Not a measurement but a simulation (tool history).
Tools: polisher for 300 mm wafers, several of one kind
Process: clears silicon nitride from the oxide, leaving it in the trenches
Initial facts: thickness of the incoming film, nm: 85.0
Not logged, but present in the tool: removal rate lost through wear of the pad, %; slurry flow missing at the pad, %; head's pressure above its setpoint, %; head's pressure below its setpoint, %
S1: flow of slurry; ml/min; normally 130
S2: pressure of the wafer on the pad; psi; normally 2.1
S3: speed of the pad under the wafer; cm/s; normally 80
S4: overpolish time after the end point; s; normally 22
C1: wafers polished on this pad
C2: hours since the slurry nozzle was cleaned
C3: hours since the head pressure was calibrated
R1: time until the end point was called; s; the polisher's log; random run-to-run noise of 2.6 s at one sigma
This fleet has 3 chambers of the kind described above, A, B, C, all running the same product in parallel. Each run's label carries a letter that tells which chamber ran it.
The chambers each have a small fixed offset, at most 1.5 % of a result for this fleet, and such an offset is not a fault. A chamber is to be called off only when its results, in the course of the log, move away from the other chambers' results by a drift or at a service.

{"hour": 5.4, "done": "chamber B: slurry nozzle cleaned"}
{"hour": 7.8, "done": "chamber C: worn pad replaced by a new one"}
{"run": "1A", "hour": 9.7, "S1": 130, "S2": 2.1, "S3": 80, "S4": 22, "C1": 720, "C2": 722.7, "C3": 627.3, "R1": 150.71}
{"hour": 16.6, "done": "chamber A: slurry nozzle cleaned"}
{"run": "2B", "hour": 16.8, "S1": 130, "S2": 2.1, "S3": 80, "S4": 22, "C1": 485, "C2": 11.4, "C3": 1018.0, "R1": 150.31}
{"run": "3C", "hour": 27.0, "S1": 130, "S2": 2.1, "S3": 80, "S4": 22, "C1": 161, "C2": 370.2, "C3": 218.6, "R1": 149.24}
{"hour": 31.3, "done": "chamber A: worn pad replaced by a new one"}
{"run": "4A", "hour": 35.4, "S1": 130, "S2": 2.1, "S3": 80, "S4": 22, "C1": 35, "C2": 18.8, "C3": 653.0, "R1": 142.23}
{"run": "5B", "hour": 42.9, "S1": 130, "S2": 2.1, "S3": 80, "S4": 22, "C1": 704, "C2": 37.5, "C3": 1044.1, "R1": 152.1}
{"run": "6C", "hour": 52.8, "S1": 130, "S2": 2.1, "S3": 80, "S4": 22, "C1": 378, "C2": 396.0, "C3": 244.4, "R1": 150.97}
{"run": "7C", "hour": 60.8, "S1": 130, "S2": 2.1, "S3": 80, "S4": 22, "C1": 446, "C2": 404.0, "C3": 252.4, "R1": 151.68}
{"run": "8A", "hour": 67.2, "S1": 130, "S2": 2.1, "S3": 80, "S4": 22, "C1": 302, "C2": 50.6, "C3": 684.8, "R1": 151.14}
{"run": "9B", "hour": 72.9, "S1": 130, "S2": 2.1, "S3": 80, "S4": 13, "C1": 956, "C2": 67.5, "C3": 1074.1, "R1": 145.14}
{"hour": 78.8, "done": "chamber B: worn pad replaced by a new one"}
{"run": "10A", "hour": 80.8, "S1": 130, "S2": 2.1, "S3": 80, "S4": 13, "C1": 417, "C2": 64.2, "C3": 698.4, "R1": 147.86}
{"run": "11C", "hour": 86.1, "S1": 130, "S2": 2.1, "S3": 80, "S4": 13, "C1": 658, "C2": 429.3, "C3": 277.7, "R1": 150.51}
{"run": "12B", "hour": 92.8, "S1": 130, "S2": 2.1, "S3": 80, "S4": 22, "C1": 117, "C2": 87.4, "C3": 1094.0, "R1": 146.4}
{"run": "13A", "hour": 98.1, "S1": 130, "S2": 1.8, "S3": 80, "S4": 18, "C1": 562, "C2": 81.5, "C3": 715.7, "R1": 174.61}
{"run": "14C", "hour": 105.7, "S1": 130, "S2": 1.8, "S3": 80, "S4": 18, "C1": 823, "C2": 448.9, "C3": 297.3, "R1": 175.53}
{"run": "15B", "hour": 111.2, "S1": 130, "S2": 1.8, "S3": 80, "S4": 18, "C1": 272, "C2": 105.8, "C3": 1112.4, "R1": 169.76}
{"run": "16C", "hour": 116.6, "S1": 130, "S2": 2.1, "S3": 80, "S4": 22, "C1": 915, "C2": 459.8, "C3": 308.2, "R1": 152.38}
{"run": "17B", "hour": 123.8, "S1": 130, "S2": 1.6, "S3": 80, "S4": 22, "C1": 378, "C2": 118.4, "C3": 1125.0, "R1": 196.54}
{"hour": 133.0, "done": "chamber A: worn pad replaced by a new one"}
{"run": "18A", "hour": 133.3, "S1": 130, "S2": 1.6, "S3": 80, "S4": 22, "C1": 2, "C2": 116.7, "C3": 750.9, "R1": 195.34}
{"run": "19B", "hour": 142.9, "S1": 130, "S2": 1.6, "S3": 80, "S4": 22, "C1": 539, "C2": 137.5, "C3": 1144.1, "R1": 199.12}
{"run": "20C", "hour": 147.3, "S1": 130, "S2": 2.1, "S3": 80, "S4": 22, "C1": 1173, "C2": 490.5, "C3": 338.9, "R1": 149.64}
{"run": "21A", "hour": 156.8, "S1": 130, "S2": 2.1, "S3": 80, "S4": 22, "C1": 200, "C2": 140.2, "C3": 774.4, "R1": 145.8}

One chamber off, gauge drift, or nothing amiss beyond the chambers' own small offsets? If it is a chamber, which one, and what is the likeliest cause?

The fleet is healthy, with each chamber sitting at its usual small offset and no drift in the gauge.

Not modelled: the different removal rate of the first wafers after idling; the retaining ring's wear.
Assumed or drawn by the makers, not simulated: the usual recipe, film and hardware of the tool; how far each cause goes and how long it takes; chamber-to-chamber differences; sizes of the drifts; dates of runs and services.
